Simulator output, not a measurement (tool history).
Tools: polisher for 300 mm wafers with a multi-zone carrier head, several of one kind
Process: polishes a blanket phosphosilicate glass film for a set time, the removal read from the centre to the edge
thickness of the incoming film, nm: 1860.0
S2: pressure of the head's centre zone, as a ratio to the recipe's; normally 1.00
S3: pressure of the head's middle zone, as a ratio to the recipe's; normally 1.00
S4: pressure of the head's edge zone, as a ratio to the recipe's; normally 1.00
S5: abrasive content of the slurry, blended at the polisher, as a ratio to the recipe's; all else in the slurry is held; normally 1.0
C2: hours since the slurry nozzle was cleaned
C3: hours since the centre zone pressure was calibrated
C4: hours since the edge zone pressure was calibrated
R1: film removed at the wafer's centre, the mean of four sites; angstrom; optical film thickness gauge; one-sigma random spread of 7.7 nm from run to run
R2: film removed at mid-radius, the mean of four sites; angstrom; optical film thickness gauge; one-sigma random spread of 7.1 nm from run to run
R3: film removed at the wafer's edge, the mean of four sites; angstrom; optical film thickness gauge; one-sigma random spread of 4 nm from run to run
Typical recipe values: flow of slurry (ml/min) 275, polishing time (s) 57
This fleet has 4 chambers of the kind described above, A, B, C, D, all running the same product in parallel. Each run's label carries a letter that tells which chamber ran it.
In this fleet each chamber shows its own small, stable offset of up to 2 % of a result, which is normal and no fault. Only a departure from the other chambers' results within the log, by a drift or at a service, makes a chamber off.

-- hour=5.2 chamber B: worn pad replaced by a new one
run 1D hour=12.2 | flow_of_slurry_(ml/min)=275 S2=1.00 S3=1.00 S4=1.00 S5=1.0 polishing_time_(s)=57 | wafers_polished_on_this_pad=777 C2=642.6 C3=549.0 C4=158.1 | R1=5887.3 R2=5948.3 R3=5951.7
-- hour=23.6 chamber D: worn pad replaced by a new one
run 2C hour=25.2 | flow_of_slurry_(ml/min)=275 S2=1.00 S3=1.00 S4=1.00 S5=1.0 polishing_time_(s)=57 | wafers_polished_on_this_pad=715 C2=47.2 C3=78.4 C4=28.4 | R1=5988.3 R2=5843.9 R3=5990.3
-- hour=29.0 chamber A: slurry nozzle cleaned
-- hour=32.6 chamber C: worn pad replaced by a new one
run 3A hour=36.4 | flow_of_slurry_(ml/min)=275 S2=1.00 S3=1.00 S4=1.00 S5=1.0 polishing_time_(s)=57 | wafers_polished_on_this_pad=1114 C2=7.5 C3=179.1 C4=427.8 | R1=6047.6 R2=6075.7 R3=5989.9
-- hour=40.7 chamber A: worn pad replaced by a new one
run 4B hour=45.6 | flow_of_slurry_(ml/min)=275 S2=1.00 S3=1.00 S4=1.00 S5=1.0 polishing_time_(s)=57 | wafers_polished_on_this_pad=487 C2=528.3 C3=1159.4 C4=587.6 | R1=6041.8 R2=5846.3 R3=6035.4
-- hour=51.0 chamber B: slurry nozzle cleaned
run 5B hour=55.7 | flow_of_slurry_(ml/min)=275 S2=1.00 S3=1.00 S4=1.00 S5=1.0 polishing_time_(s)=57 | wafers_polished_on_this_pad=608 C2=4.7 C3=1169.5 C4=597.7 | R1=5986.0 R2=5872.1 R3=6057.7
run 6D hour=64.3 | flow_of_slurry_(ml/min)=275 S2=1.00 S3=1.00 S4=1.00 S5=0.9 polishing_time_(s)=57 | wafers_polished_on_this_pad=490 C2=694.7 C3=601.1 C4=210.2 | R1=5674.0 R2=5640.4 R3=5662.0
-- hour=68.3 chamber B: worn pad replaced by a new one
run 7A hour=70.8 | flow_of_slurry_(ml/min)=275 S2=1.00 S3=1.00 S4=1.00 S5=0.9 polishing_time_(s)=57 | wafers_polished_on_this_pad=362 C2=41.9 C3=213.5 C4=462.2 | R1=5674.4 R2=5676.8 R3=5685.1
run 8C hour=78.4 | flow_of_slurry_(ml/min)=275 S2=1.00 S3=1.00 S4=1.00 S5=0.9 polishing_time_(s)=57 | wafers_polished_on_this_pad=551 C2=100.4 C3=131.6 C4=81.6 | R1=5730.1 R2=5677.3 R3=5656.7
run 9A hour=90.9 | flow_of_slurry_(ml/min)=275 S2=1.00 S3=1.00 S4=1.00 S5=0.9 polishing_time_(s)=57 | wafers_polished_on_this_pad=604 C2=62.0 C3=233.6 C4=482.3 | R1=5729.0 R2=5835.7 R3=5654.5
-- hour=97.4 chamber D: worn pad replaced by a new one
run 10D hour=98.3 | flow_of_slurry_(ml/min)=275 S2=1.00 S3=1.00 S4=1.00 S5=1.0 polishing_time_(s)=57 | wafers_polished_on_this_pad=11 C2=728.7 C3=635.1 C4=244.2 | R1=6042.0 R2=5957.2 R3=5919.2
-- hour=103.8 chamber C: worn pad replaced by a new one
run 11B hour=105.8 | flow_of_slurry_(ml/min)=275 S2=1.00 S3=1.00 S4=1.00 S5=1.0 polishing_time_(s)=57 | wafers_polished_on_this_pad=451 C2=54.8 C3=1219.6 C4=647.8 | R1=5950.3 R2=5917.7 R3=6092.8
run 12C hour=112.1 | flow_of_slurry_(ml/min)=200 S2=1.00 S3=1.00 S4=0.95 S5=1.0 polishing_time_(s)=57 | wafers_polished_on_this_pad=100 C2=134.1 C3=165.3 C4=115.3 | R1=5796.9 R2=5657.0 R3=5637.4
run 13C hour=122.7 | flow_of_slurry_(ml/min)=200 S2=1.00 S3=1.00 S4=0.95 S5=1.0 polishing_time_(s)=57 | wafers_polished_on_this_pad=228 C2=144.7 C3=175.9 C4=125.9 | R1=5792.5 R2=5617.4 R3=5640.0
run 14D hour=134.0 | flow_of_slurry_(ml/min)=200 S2=1.00 S3=1.00 S4=0.95 S5=1.0 polishing_time_(s)=57 | wafers_polished_on_this_pad=441 C2=764.4 C3=670.8 C4=279.9 | R1=5672.3 R2=5897.8 R3=5540.2
-- hour=141.5 chamber B: worn pad replaced by a new one
run 15A hour=145.7 | flow_of_slurry_(ml/min)=200 S2=1.00 S3=1.00 S4=0.95 S5=1.0 polishing_time_(s)=57 | wafers_polished_on_this_pad=1263 C2=116.8 C3=288.4 C4=537.1 | R1=5741.5 R2=5791.2 R3=5666.2
run 16B hour=157.2 | flow_of_slurry_(ml/min)=275 S2=1.00 S3=1.00 S4=1.00 S5=1.0 polishing_time_(s)=57 | wafers_polished_on_this_pad=189 C2=106.2 C3=1271.0 C4=699.2 | R1=6025.0 R2=5838.1 R3=6002.1
-- hour=157.9 chamber A: worn pad replaced by a new one
run 17D hour=168.5 | flow_of_slurry_(ml/min)=275 S2=1.00 S3=1.00 S4=1.00 S5=1.0 polishing_time_(s)=57 | wafers_polished_on_this_pad=856 C2=798.9 C3=705.3 C4=314.4 | R1=5984.2 R2=5819.4 R3=5884.1
-- hour=175.9 chamber C: worn pad replaced by a new one
-- hour=180.6 chamber D: worn pad replaced by a new one
run 18A hour=181.4 | flow_of_slurry_(ml/min)=275 S2=1.00 S3=0.89 S4=1.00 S5=1.0 polishing_time_(s)=57 | wafers_polished_on_this_pad=283 C2=152.5 C3=324.1 C4=572.8 | R1=5994.0 R2=5399.9 R3=5988.4
run 19C hour=189.9 | flow_of_slurry_(ml/min)=275 S2=1.00 S3=0.89 S4=1.00 S5=1.0 polishing_time_(s)=57 | wafers_polished_on_this_pad=168 C2=211.9 C3=243.1 C4=193.1 | R1=5999.8 R2=5285.0 R3=5893.4
-- hour=191.2 chamber D: edge zone pressure recalibrated
run 20B hour=200.1 | flow_of_slurry_(ml/min)=275 S2=1.00 S3=0.89 S4=1.00 S5=1.0 polishing_time_(s)=57 | wafers_polished_on_this_pad=705 C2=149.1 C3=1313.9 C4=742.1 | R1=5976.6 R2=5256.6 R3=6036.8
-- hour=203.7 chamber A: edge zone pressure recalibrated
-- hour=204.0 chamber B: worn pad replaced by a new one
run 21D hour=206.5 | flow_of_slurry_(ml/min)=275 S2=1.00 S3=0.89 S4=1.00 S5=1.0 polishing_time_(s)=57 | wafers_polished_on_this_pad=311 C2=836.9 C3=743.3 C4=15.3 | R1=5928.3 R2=5380.3 R3=5918.3
run 22C hour=215.5 | flow_of_slurry_(ml/min)=275 S2=1.00 S3=1.00 S4=1.00 S5=1.0 polishing_time_(s)=57 | wafers_polished_on_this_pad=476 C2=237.5 C3=268.7 C4=218.7 | R1=6034.8 R2=5800.1 R3=5929.5
run 23A hour=222.6 | flow_of_slurry_(ml/min)=275 S2=1.00 S3=1.00 S4=1.00 S5=1.0 polishing_time_(s)=57 | wafers_polished_on_this_pad=778 C2=193.7 C3=365.3 C4=18.9 | R1=6019.9 R2=6026.3 R3=6006.1
-- hour=226.7 chamber A: centre zone pressure recalibrated
-- hour=232.1 chamber D: slurry nozzle cleaned
run 24B hour=235.7 | flow_of_slurry_(ml/min)=330 S2=1.00 S3=1.00 S4=1.00 S5=1.0 polishing_time_(s)=40 | wafers_polished_on_this_pad=382 C2=184.7 C3=1349.5 C4=777.7 | R1=4288.5 R2=4156.4 R3=4305.7
-- hour=241.0 chamber B: edge zone pressure recalibrated
run 25C hour=246.1 | flow_of_slurry_(ml/min)=330 S2=1.00 S3=1.00 S4=1.00 S5=1.0 polishing_time_(s)=40 | wafers_polished_on_this_pad=844 C2=268.1 C3=299.3 C4=249.3 | R1=4277.7 R2=4220.6 R3=4202.4
-- hour=250.0 chamber D: worn pad replaced by a new one
-- hour=252.7 chamber C: worn pad replaced by a new one
-- hour=254.5 chamber A: worn pad replaced by a new one
run 26D hour=256.7 | flow_of_slurry_(ml/min)=330 S2=1.00 S3=1.00 S4=1.00 S5=1.0 polishing_time_(s)=40 | wafers_polished_on_this_pad=81 C2=24.7 C3=793.5 C4=65.5 | R1=4352.5 R2=4172.9 R3=4199.7
run 27A hour=262.9 | flow_of_slurry_(ml/min)=330 S2=1.00 S3=1.00 S4=1.00 S5=1.0 polishing_time_(s)=40 | wafers_polished_on_this_pad=101 C2=234.0 C3=36.2 C4=59.2 | R1=4237.3 R2=4230.2 R3=4272.8
-- hour=265.3 chamber B: worn pad replaced by a new one
run 28B hour=271.0 | flow_of_slurry_(ml/min)=275 S2=1.00 S3=1.00 S4=1.00 S5=1.0 polishing_time_(s)=57 | wafers_polished_on_this_pad=69 C2=220.0 C3=1384.8 C4=30.0 | R1=5956.5 R2=5938.6 R3=6089.6
run 29D hour=282.3 | flow_of_slurry_(ml/min)=275 S2=1.00 S3=1.00 S4=1.00 S5=1.0 polishing_time_(s)=57 | wafers_polished_on_this_pad=389 C2=50.3 C3=819.1 C4=91.1 | R1=5901.0 R2=5889.4 R3=5882.3
run 30C hour=290.2 | flow_of_slurry_(ml/min)=275 S2=1.00 S3=1.00 S4=1.00 S5=1.0 polishing_time_(s)=57 | wafers_polished_on_this_pad=451 C2=312.2 C3=343.4 C4=293.4 | R1=6093.1 R2=5828.2 R3=6046.1
run 31A hour=302.0 | flow_of_slurry_(ml/min)=275 S2=1.00 S3=1.00 S4=1.00 S5=1.0 polishing_time_(s)=57 | wafers_polished_on_this_pad=571 C2=273.1 C3=75.3 C4=98.3 | R1=6152.2 R2=6092.5 R3=6028.2
run 32B hour=313.9 | flow_of_slurry_(ml/min)=275 S2=1.00 S3=1.00 S4=1.00 S5=1.0 polishing_time_(s)=57 | wafers_polished_on_this_pad=585 C2=262.9 C3=1427.7 C4=72.9 | R1=5991.4 R2=5804.2 R3=6095.9
-- hour=322.5 chamber D: worn pad replaced by a new one
run 33D hour=326.7 | flow_of_slurry_(ml/min)=275 S2=1.00 S3=1.00 S4=1.00 S5=1.0 polishing_time_(s)=57 | wafers_polished_on_this_pad=50 C2=94.7 C3=863.5 C4=135.5 | R1=5951.3 R2=6003.1 R3=5891.6
-- hour=331.1 chamber B: worn pad replaced by a new one
run 34A hour=333.2 | flow_of_slurry_(ml/min)=275 S2=1.00 S3=1.00 S4=1.00 S5=1.0 polishing_time_(s)=57 | wafers_polished_on_this_pad=946 C2=304.3 C3=106.5 C4=129.5 | R1=5955.5 R2=5951.8 R3=5914.7
run 35B hour=343.2 | flow_of_slurry_(ml/min)=275 S2=1.08 S3=0.95 S4=1.00 S5=1.0 polishing_time_(s)=57 | wafers_polished_on_this_pad=146 C2=292.2 C3=1457.0 C4=102.2 | R1=6561.2 R2=5626.8 R3=6019.6

Decide between three cases: one chamber stands off from its peers, the gauge reading all wafers drifts, or nothing is wrong past each chamber's small offset. Where a chamber is off, say which and what most likely put it there.

No chamber stands off beyond its own small offset, and the gauge holds steady.

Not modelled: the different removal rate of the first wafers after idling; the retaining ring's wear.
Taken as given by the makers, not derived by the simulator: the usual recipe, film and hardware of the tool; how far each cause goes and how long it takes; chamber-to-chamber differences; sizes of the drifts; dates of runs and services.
